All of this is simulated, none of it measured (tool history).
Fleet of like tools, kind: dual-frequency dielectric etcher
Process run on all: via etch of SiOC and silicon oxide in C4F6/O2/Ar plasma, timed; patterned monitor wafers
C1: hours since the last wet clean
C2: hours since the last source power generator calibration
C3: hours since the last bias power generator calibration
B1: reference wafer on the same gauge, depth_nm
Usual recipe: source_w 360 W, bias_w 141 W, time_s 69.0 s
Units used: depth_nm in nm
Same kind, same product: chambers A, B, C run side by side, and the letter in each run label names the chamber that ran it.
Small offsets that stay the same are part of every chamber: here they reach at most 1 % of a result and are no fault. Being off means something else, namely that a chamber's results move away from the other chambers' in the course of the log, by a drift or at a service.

-- day=0.129 chamber B: source power generator calibrated
run 1B day=0.396 | source_w=360 bias_w=141 time_s=69.0 | C1=307.5 C2=6.4 C3=2569.9 | B1=67.293 | depth_nm=68.825
run 2C day=0.683 | source_w=360 bias_w=141 time_s=69.0 | C1=98.5 C2=729.0 C3=470.6 | B1=67.306 | depth_nm=69.755
run 3A day=1.296 | source_w=360 bias_w=141 time_s=69.0 | C1=199.1 C2=3797.8 C3=955.9 | B1=67.236 | depth_nm=69.669
run 4A day=1.804 | source_w=360 bias_w=141 time_s=69.0 | C1=211.3 C2=3810.0 C3=968.1 | B1=67.246 | depth_nm=69.669
run 5B day=2.362 | source_w=360 bias_w=141 time_s=69.0 | C1=354.7 C2=53.6 C3=2617.1 | B1=67.201 | depth_nm=68.857
run 6C day=2.646 | source_w=280 bias_w=141 time_s=76.0 | C1=145.6 C2=776.1 C3=517.7 | B1=67.233 | depth_nm=69.713
run 7C day=3.096 | source_w=280 bias_w=141 time_s=76.0 | C1=156.4 C2=786.9 C3=528.5 | B1=67.182 | depth_nm=69.680
run 8B day=3.575 | source_w=280 bias_w=141 time_s=76.0 | C1=383.8 C2=82.7 C3=2646.2 | B1=67.174 | depth_nm=68.646
run 9A day=3.846 | source_w=360 bias_w=141 time_s=69.0 | C1=260.3 C2=3859.0 C3=1017.1 | B1=67.151 | depth_nm=69.532
-- day=4.004 chamber B: wet clean of the chamber
run 10C day=4.154 | source_w=360 bias_w=141 time_s=69.0 | C1=181.8 C2=812.3 C3=553.9 | B1=67.177 | depth_nm=69.652
run 11A day=4.517 | source_w=360 bias_w=141 time_s=69.0 | C1=276.4 C2=3875.1 C3=1033.2 | B1=67.131 | depth_nm=69.540
run 12B day=4.908 | source_w=360 bias_w=141 time_s=69.0 | C1=21.7 C2=114.7 C3=2678.2 | B1=67.142 | depth_nm=68.867
run 13A day=5.462 | source_w=360 bias_w=141 time_s=69.0 | C1=299.1 C2=3897.8 C3=1055.9 | B1=67.108 | depth_nm=69.388
run 14C day=6.062 | source_w=360 bias_w=141 time_s=69.0 | C1=227.6 C2=858.1 C3=599.7 | B1=67.097 | depth_nm=69.464
run 15B day=6.467 | source_w=430 bias_w=141 time_s=81.5 | C1=59.1 C2=152.1 C3=2715.6 | B1=67.087 | depth_nm=87.077
run 16B day=6.975 | source_w=430 bias_w=141 time_s=81.5 | C1=71.3 C2=164.3 C3=2727.8 | B1=67.057 | depth_nm=86.982
run 17C day=7.408 | source_w=430 bias_w=141 time_s=81.5 | C1=259.9 C2=890.4 C3=632.0 | B1=67.038 | depth_nm=87.948
run 18A day=7.896 | source_w=360 bias_w=141 time_s=69.0 | C1=357.5 C2=3956.2 C3=1114.3 | B1=67.065 | depth_nm=69.373
run 19B day=8.367 | source_w=360 bias_w=141 time_s=69.0 | C1=104.7 C2=197.7 C3=2761.2 | B1=67.021 | depth_nm=68.664
run 20A day=8.792 | source_w=360 bias_w=141 time_s=69.0 | C1=379.0 C2=3977.7 C3=1135.8 | B1=66.998 | depth_nm=69.302
run 21C day=9.238 | source_w=360 bias_w=141 time_s=69.0 | C1=303.8 C2=934.3 C3=675.9 | B1=67.035 | depth_nm=69.232
run 22C day=9.733 | source_w=360 bias_w=141 time_s=69.0 | C1=315.7 C2=946.2 C3=687.8 | B1=66.994 | depth_nm=69.458
run 23B day=10.246 | source_w=360 bias_w=141 time_s=69.0 | C1=149.8 C2=242.8 C3=2806.3 | B1=66.952 | depth_nm=68.449
-- day=10.625 chamber A: wet clean of the chamber
run 24A day=10.692 | source_w=360 bias_w=141 time_s=69.0 | C1=1.6 C2=4023.3 C3=1181.4 | B1=66.940 | depth_nm=69.157
run 25B day=11.325 | source_w=360 bias_w=141 time_s=69.0 | C1=175.7 C2=268.7 C3=2832.2 | B1=66.913 | depth_nm=68.300
run 26C day=11.925 | source_w=360 bias_w=141 time_s=69.0 | C1=368.3 C2=998.8 C3=740.4 | B1=66.917 | depth_nm=69.267
run 27A day=12.321 | source_w=360 bias_w=141 time_s=61.5 | C1=40.7 C2=4062.4 C3=1220.5 | B1=66.891 | depth_nm=61.718
run 28B day=12.625 | source_w=360 bias_w=141 time_s=61.5 | C1=206.9 C2=299.9 C3=2863.4 | B1=66.873 | depth_nm=60.925
run 29A day=12.988 | source_w=360 bias_w=141 time_s=61.5 | C1=56.7 C2=4078.4 C3=1236.5 | B1=66.847 | depth_nm=61.573

Next, all 3 chambers run the settings below, one line each with question marks for the results. What does each chamber give?
run 30A day=13.438 | source_w=330 bias_w=141 time_s=69.0 | depth_nm=?
run 30B day=13.438 | source_w=330 bias_w=141 time_s=69.0 | depth_nm=?
run 30C day=13.438 | source_w=330 bias_w=141 time_s=69.0 | depth_nm=?

run=30A depth_nm=66.760
run=30B depth_nm=66.193
run=30C depth_nm=66.912
